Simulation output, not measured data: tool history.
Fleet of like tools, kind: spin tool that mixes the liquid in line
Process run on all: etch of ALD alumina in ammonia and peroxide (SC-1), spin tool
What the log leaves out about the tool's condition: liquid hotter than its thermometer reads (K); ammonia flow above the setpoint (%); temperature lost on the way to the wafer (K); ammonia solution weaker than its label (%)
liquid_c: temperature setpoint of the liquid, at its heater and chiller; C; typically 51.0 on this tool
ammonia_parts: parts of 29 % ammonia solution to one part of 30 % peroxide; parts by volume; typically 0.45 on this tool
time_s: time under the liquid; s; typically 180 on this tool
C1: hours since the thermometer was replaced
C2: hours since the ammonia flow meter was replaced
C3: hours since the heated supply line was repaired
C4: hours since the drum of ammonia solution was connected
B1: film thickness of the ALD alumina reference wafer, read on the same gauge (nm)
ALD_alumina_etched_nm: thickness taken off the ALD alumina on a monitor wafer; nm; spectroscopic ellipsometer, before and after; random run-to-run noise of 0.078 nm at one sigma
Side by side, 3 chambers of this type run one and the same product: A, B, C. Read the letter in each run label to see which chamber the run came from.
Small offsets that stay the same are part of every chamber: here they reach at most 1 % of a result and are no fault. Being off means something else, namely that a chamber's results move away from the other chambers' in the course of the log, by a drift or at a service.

run 1A hour=6.1 | liquid_c=51.0 ammonia_parts=0.45 time_s=180 | C1=566.0 C2=1456.9 C3=656.8 C4=166.9 | B1=120.00 | ALD_alumina_etched_nm=11.9390
run 2C hour=15.1 | liquid_c=51.0 ammonia_parts=0.45 time_s=180 | C1=1003.3 C2=1208.1 C3=2456.0 C4=621.9 | B1=119.99 | ALD_alumina_etched_nm=11.9210
run 3B hour=26.7 | liquid_c=51.0 ammonia_parts=0.45 time_s=180 | C1=819.9 C2=438.9 C3=532.3 C4=429.3 | B1=120.00 | ALD_alumina_etched_nm=11.8390
run 4A hour=37.0 | liquid_c=51.0 ammonia_parts=0.45 time_s=180 | C1=596.9 C2=1487.8 C3=687.7 C4=197.8 | B1=120.02 | ALD_alumina_etched_nm=12.0560
run 5C hour=43.4 | liquid_c=51.0 ammonia_parts=0.45 time_s=180 | C1=1031.6 C2=1236.4 C3=2484.3 C4=650.2 | B1=120.00 | ALD_alumina_etched_nm=11.9480
run 6B hour=52.6 | liquid_c=51.0 ammonia_parts=0.45 time_s=180 | C1=845.8 C2=464.8 C3=558.2 C4=455.2 | B1=119.98 | ALD_alumina_etched_nm=12.1850
-- hour=53.0 chamber C: new drum of ammonia solution connected
run 7A hour=62.7 | liquid_c=51.0 ammonia_parts=0.45 time_s=180 | C1=622.6 C2=1513.5 C3=713.4 C4=223.5 | B1=120.04 | ALD_alumina_etched_nm=11.8880
run 8C hour=72.1 | liquid_c=51.0 ammonia_parts=0.45 time_s=180 | C1=1060.3 C2=1265.1 C3=2513.0 C4=19.2 | B1=119.99 | ALD_alumina_etched_nm=12.0290
run 9B hour=80.8 | liquid_c=51.0 ammonia_parts=0.45 time_s=180 | C1=874.0 C2=493.0 C3=586.4 C4=483.4 | B1=119.97 | ALD_alumina_etched_nm=11.8420
-- hour=83.5 chamber B: heated supply line repaired
run 10A hour=89.0 | liquid_c=51.0 ammonia_parts=0.55 time_s=145 | C1=648.9 C2=1539.8 C3=739.7 C4=249.8 | B1=119.99 | ALD_alumina_etched_nm=9.8697
run 11C hour=97.2 | liquid_c=51.0 ammonia_parts=0.55 time_s=145 | C1=1085.4 C2=1290.2 C3=2538.1 C4=44.3 | B1=120.02 | ALD_alumina_etched_nm=9.6936
run 12B hour=109.7 | liquid_c=51.0 ammonia_parts=0.55 time_s=145 | C1=902.9 C2=521.9 C3=26.3 C4=512.3 | B1=119.99 | ALD_alumina_etched_nm=9.7861
run 13B hour=117.9 | liquid_c=51.0 ammonia_parts=0.45 time_s=180 | C1=911.1 C2=530.1 C3=34.5 C4=520.5 | B1=119.97 | ALD_alumina_etched_nm=12.0180
run 14C hour=126.4 | liquid_c=51.0 ammonia_parts=0.45 time_s=180 | C1=1114.6 C2=1319.4 C3=2567.3 C4=73.5 | B1=119.98 | ALD_alumina_etched_nm=11.8540
run 15A hour=135.3 | liquid_c=51.0 ammonia_parts=0.45 time_s=180 | C1=695.2 C2=1586.1 C3=786.0 C4=296.1 | B1=120.00 | ALD_alumina_etched_nm=12.2580
run 16C hour=144.9 | liquid_c=51.0 ammonia_parts=0.45 time_s=180 | C1=1133.1 C2=1337.9 C3=2585.8 C4=92.0 | B1=119.99 | ALD_alumina_etched_nm=11.9620
run 17A hour=152.2 | liquid_c=51.0 ammonia_parts=0.45 time_s=180 | C1=712.1 C2=1603.0 C3=802.9 C4=313.0 | B1=120.00 | ALD_alumina_etched_nm=12.2000
run 18B hour=162.2 | liquid_c=51.0 ammonia_parts=0.45 time_s=180 | C1=955.4 C2=574.4 C3=78.8 C4=564.8 | B1=120.01 | ALD_alumina_etched_nm=12.0040
run 19A hour=174.5 | liquid_c=56.5 ammonia_parts=0.60 time_s=180 | C1=734.4 C2=1625.3 C3=825.2 C4=335.3 | B1=120.01 | ALD_alumina_etched_nm=17.0060
run 20B hour=180.8 | liquid_c=56.5 ammonia_parts=0.60 time_s=180 | C1=974.0 C2=593.0 C3=97.4 C4=583.4 | B1=120.03 | ALD_alumina_etched_nm=16.5130
run 21C hour=187.2 | liquid_c=56.5 ammonia_parts=0.60 time_s=180 | C1=1175.4 C2=1380.2 C3=2628.1 C4=134.3 | B1=120.01 | ALD_alumina_etched_nm=16.3900
run 22C hour=194.4 | liquid_c=51.0 ammonia_parts=0.45 time_s=180 | C1=1182.6 C2=1387.4 C3=2635.3 C4=141.5 | B1=120.04 | ALD_alumina_etched_nm=11.9380
run 23B hour=202.8 | liquid_c=51.0 ammonia_parts=0.45 time_s=180 | C1=996.0 C2=615.0 C3=119.4 C4=605.4 | B1=120.00 | ALD_alumina_etched_nm=11.9980
run 24A hour=216.0 | liquid_c=45.5 ammonia_parts=0.30 time_s=180 | C1=775.9 C2=1666.8 C3=866.7 C4=376.8 | B1=120.01 | ALD_alumina_etched_nm=8.8644
run 25B hour=225.8 | liquid_c=45.5 ammonia_parts=0.30 time_s=180 | C1=1019.0 C2=638.0 C3=142.4 C4=628.4 | B1=120.00 | ALD_alumina_etched_nm=8.4572
run 26C hour=232.5 | liquid_c=45.5 ammonia_parts=0.30 time_s=180 | C1=1220.7 C2=1425.5 C3=2673.4 C4=179.6 | B1=120.01 | ALD_alumina_etched_nm=8.3696
run 27A hour=244.6 | liquid_c=51.0 ammonia_parts=0.45 time_s=180 | C1=804.5 C2=1695.4 C3=895.3 C4=405.4 | B1=120.01 | ALD_alumina_etched_nm=12.6520
run 28B hour=257.8 | liquid_c=51.0 ammonia_parts=0.35 time_s=180 | C1=1051.0 C2=670.0 C3=174.4 C4=660.4 | B1=119.97 | ALD_alumina_etched_nm=11.6670
run 29C hour=270.9 | liquid_c=51.0 ammonia_parts=0.35 time_s=180 | C1=1259.1 C2=1463.9 C3=2711.8 C4=218.0 | B1=120.02 | ALD_alumina_etched_nm=11.7100
run 30A hour=281.8 | liquid_c=51.0 ammonia_parts=0.35 time_s=180 | C1=841.7 C2=1732.6 C3=932.5 C4=442.6 | B1=120.00 | ALD_alumina_etched_nm=12.4530
run 31A hour=291.2 | liquid_c=51.0 ammonia_parts=0.45 time_s=180 | C1=851.1 C2=1742.0 C3=941.9 C4=452.0 | B1=120.04 | ALD_alumina_etched_nm=12.8920
run 32C hour=299.5 | liquid_c=51.0 ammonia_parts=0.45 time_s=180 | C1=1287.7 C2=1492.5 C3=2740.4 C4=246.6 | B1=120.02 | ALD_alumina_etched_nm=11.7650
run 33B hour=309.4 | liquid_c=51.0 ammonia_parts=0.45 time_s=180 | C1=1102.6 C2=721.6 C3=226.0 C4=712.0 | B1=120.00 | ALD_alumina_etched_nm=11.9210

Read the log: is a single chamber off, either drifting away or since a service, is the gauge that measures every chamber drifting, or is nothing wrong beyond small per-chamber offsets? Name any odd chamber and what most likely caused it.

One chamber, A, drifts off from the rest bit by bit.
Likeliest cause: liquid hotter than its thermometer reads (K) = 1.4.

Here are 4 candidates for chamber A's next run, each the usual settings with a change, their results left as question marks. Which one brings its results back in line with what the others give on the usual settings?
A result is in line if it is within this distance of the other chambers' mean on the usual settings: ALD_alumina_etched_nm 0.2700 nm
run 34A-1 hour=318.9 | liquid_c=51.5 ammonia_parts=0.45 time_s=190 | ALD_alumina_etched_nm=?
run 34A-2 hour=318.9 | liquid_c=51.0 ammonia_parts=0.30 time_s=180 | ALD_alumina_etched_nm=?
run 34A-3 hour=318.9 | liquid_c=51.0 ammonia_parts=0.65 time_s=180 | ALD_alumina_etched_nm=?
run 34A-4 hour=318.9 | liquid_c=51.0 ammonia_parts=0.20 time_s=180 | ALD_alumina_etched_nm=?

The other chambers' mean on the usual settings: ALD_alumina_etched_nm 11.9310 nm
run=34A-1 ALD_alumina_etched_nm=14.0190
run=34A-2 ALD_alumina_etched_nm=12.4330
run=34A-3 ALD_alumina_etched_nm=13.3900
run=34A-4 ALD_alumina_etched_nm=11.9520
Change 34A-4 lands the chamber within the allowed miss of the other chambers.

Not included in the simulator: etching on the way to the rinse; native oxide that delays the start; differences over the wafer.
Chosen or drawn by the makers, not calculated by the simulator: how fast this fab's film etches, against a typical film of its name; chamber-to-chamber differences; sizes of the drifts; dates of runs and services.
